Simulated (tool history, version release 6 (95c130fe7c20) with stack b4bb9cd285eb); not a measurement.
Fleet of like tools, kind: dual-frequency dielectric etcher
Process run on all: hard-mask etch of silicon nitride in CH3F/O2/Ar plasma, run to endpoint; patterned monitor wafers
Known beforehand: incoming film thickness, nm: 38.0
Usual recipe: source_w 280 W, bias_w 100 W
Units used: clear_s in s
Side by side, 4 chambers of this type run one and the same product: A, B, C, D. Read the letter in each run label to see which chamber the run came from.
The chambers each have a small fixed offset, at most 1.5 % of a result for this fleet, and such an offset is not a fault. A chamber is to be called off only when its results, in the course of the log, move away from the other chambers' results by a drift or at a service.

run	hour	source_w	bias_w	hours since the last wet clean	hours since the last source power generator calibration	hours since the last bias power generator calibration	clear_s
1A	10.3	280	100	200.9	234.2	2534.7	55.763
2D	20.5	280	100	452	1629	901.6	55.83
3C	32.9	280	100	288.7	677.2	125.7	54.877
4B	46.3	280	100	189	567.8	1408.1	55.929
5B	58.6	280	100	201.3	580.1	1420.4	55.849
6A	70.5	320	85	261.1	294.4	2594.9	56.191
7D	81.3	320	85	512.8	1689.8	962.4	56.248
8C	87.8	320	85	343.6	732.1	180.6	55.488
9A	98.4	320	85	289	322.3	2622.8	56.169
# hour 100.5: chamber D: wet clean of the chamber
10C	104.9	280	100	360.7	749.2	197.7	54.965
11B	115.3	280	100	258	636.8	1477.1	55.627
12D	129.2	280	100	28.8	1737.7	1010.3	55.627
13C	137.4	280	100	393.2	781.7	230.2	54.934
14A	150	280	100	340.6	373.9	2674.4	55.773
15B	163.1	280	100	305.8	684.6	1524.9	55.305
16D	174.6	280	100	74.2	1783.1	1055.7	55.836
17B	188.1	280	100	330.8	709.6	1549.9	55.145
18D	199.1	280	100	98.7	1807.6	1080.2	55.752
# hour 199.4: chamber C: wet clean of the chamber
19A	212.7	280	100	403.3	436.6	2737.1	55.31
20C	224.8	280	100	25.4	869.1	317.6	55.256
21C	233.4	280	100	34	877.7	326.2	55.4
22A	242.9	280	100	433.5	466.8	2767.3	55.657
23B	252.6	280	100	395.3	774.1	1614.4	54.568
24D	264	280	100	163.6	1872.5	1145.1	55.917
25B	272.4	280	100	415.1	793.9	1634.2	54.361
26C	280.2	280	100	80.8	924.5	373	54.939
# hour 281.1: chamber A: wet clean of the chamber
27A	293	280	100	11.9	516.9	2817.4	56.192
28D	301.8	280	100	201.4	1910.3	1182.9	56.351
29D	313	280	100	212.6	1921.5	1194.1	56.133
30C	323.3	280	100	123.9	967.6	416.1	54.89
31A	331.1	310	121	50	555	2855.5	49.752
32B	342	310	121	484.7	863.5	1703.8	48.438
33D	351.1	310	121	250.7	1959.6	1232.2	49.868
34A	357.8	310	121	76.7	581.7	2882.2	49.526
35B	368.3	330	116	511	889.8	1730.1	48.27
36C	382.1	330	116	182.7	1026.4	474.9	48.958
37D	389	330	116	288.6	1997.5	1270.1	49.873
38A	396.5	330	116	115.4	620.4	2920.9	49.674
39B	409.7	280	100	552.4	931.2	1771.5	53.904

All chambers now run identical settings, listed one chamber a line with results as question marks. What results will each chamber show?
40A	419.9	280	100				?
40B	419.9	280	100				?
40C	419.9	280	100				?
40D	419.9	280	100				?

run	clear_s
40A	55.452
40B	53.923
40C	55.078
40D	55.953

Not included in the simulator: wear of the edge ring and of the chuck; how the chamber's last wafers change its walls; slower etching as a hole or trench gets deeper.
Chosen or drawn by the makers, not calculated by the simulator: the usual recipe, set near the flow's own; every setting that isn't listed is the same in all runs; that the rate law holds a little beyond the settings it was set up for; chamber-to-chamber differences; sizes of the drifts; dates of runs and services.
